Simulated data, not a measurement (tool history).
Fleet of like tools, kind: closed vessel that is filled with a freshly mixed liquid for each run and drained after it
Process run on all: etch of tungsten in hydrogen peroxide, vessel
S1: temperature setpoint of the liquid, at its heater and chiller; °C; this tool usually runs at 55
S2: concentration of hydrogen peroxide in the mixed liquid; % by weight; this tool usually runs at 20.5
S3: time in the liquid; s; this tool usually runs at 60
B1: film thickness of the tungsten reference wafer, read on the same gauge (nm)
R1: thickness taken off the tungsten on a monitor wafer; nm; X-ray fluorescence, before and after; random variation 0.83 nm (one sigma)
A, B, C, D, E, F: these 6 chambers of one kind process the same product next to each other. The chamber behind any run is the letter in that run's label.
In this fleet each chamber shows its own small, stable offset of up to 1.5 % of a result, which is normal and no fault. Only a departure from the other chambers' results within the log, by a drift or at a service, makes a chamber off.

run	hour	S1	S2	S3	B1	R1
1A	14.9	55	20.5	60	89.954	133.57
2E	23.2	55	20.5	60	90.012	128.91
3F	33.6	55	20.5	60	90.008	130.66
4B	43.3	55	20.5	60	90.006	131.04
# hour 51.6: chamber B: peroxide flow meter replaced
5C	55	55	20.5	60	90.014	127.82
6D	63.4	55	20.5	60	89.989	129.96
7E	75.4	55	20.5	60	89.973	129.36
8C	88.9	55	20.5	60	89.997	128.47
9D	102.8	55	20.5	60	90.042	129.43
10A	111.3	55	20.5	60	90	131.04
# hour 119.9: chamber D: new drum of peroxide connected
11F	124.8	55	20.5	60	89.973	129.55
12B	133.5	62.5	20.5	60	89.993	202.19
13E	146.9	62.5	20.5	60	89.995	199.71
14D	155.5	62.5	20.5	60	90.02	200.06
15A	166.2	62.5	20.5	60	89.966	201.4
16F	177.8	62.5	20.5	60	90.006	196.42
# hour 182.3: chamber E: peroxide flow meter replaced
17C	185.1	62.5	20.5	60	90.025	199.49
18B	192.6	55	20.5	60	89.975	130.63
# hour 201.7: chamber E: thermometer replaced
# hour 204.2: chamber A: thermometer replaced
19A	205.9	55	20.5	60	89.992	131.34
# hour 208.5: chamber C: new drum of peroxide connected
20E	215.9	55	18.5	60	90.006	122.94
21C	230.1	55	18.5	60	90.01	123.65
22F	240.6	55	18.5	60	89.994	119.04
# hour 246.1: chamber C: thermometer replaced
23B	254.2	55	18.5	60	89.999	124.17
24D	267.1	55	18.5	60	90.007	124.77
25C	274	55	18.5	60	90.029	123.73
26D	282.3	55	20.5	60	90.016	131.07
27E	297.6	55	20.5	60	89.989	131.58
28B	305.8	55	20.5	60	90.038	132.22
29F	321.1	55	20.5	60	89.976	124.23
30A	331.9	55	20.5	60	89.991	133.63
# hour 336: chamber B: new drum of peroxide connected
31B	345	48.5	26.5	60	90.015	100.52
32C	354.4	48.5	26.5	60	89.958	100.33
# hour 354.7: chamber A: new drum of peroxide connected
33D	362.8	48.5	26.5	60	89.996	101.52
34F	370.8	48.5	26.5	60	90.03	93.946
35A	379	48.5	26.5	60	89.981	102.24
36E	389.8	48.5	26.5	60	90.006	99.941
# hour 397.8: chamber D: peroxide flow meter replaced
37C	405.1	55	20.5	60	90.021	130.96
38D	419.5	55	20.5	60	90.003	130.78

Is one chamber off against the others, does the gauge drift, or is nothing wrong? If a chamber is off, say which, and what the likeliest cause is.

Chamber F drifts away from the others.
Cause: liquid colder than its thermometer reads (K) = 1.44.

Below are 4 candidate recipes for chamber F's next run, each the usual settings with a change, their results shown as question marks. Which of them brings F's results back in line with what the other chambers give on the usual settings?
In-line tolerance around the mean of the other chambers on the usual settings: R1 2.9 nm
39F-1	430.6	55.5	20.5	60		?
39F-2	430.6	54.5	20.5	60		?
39F-3	430.6	53.5	20.5	60		?
39F-4	430.6	55	20.5	65		?

Mean of the other chambers on the usual settings: R1 130.44 nm
run	R1
39F-1	123.26
39F-2	116.18
39F-3	109.53
39F-4	129.61
39F-4 is the one that brings the chamber's results back in line with the other chambers.
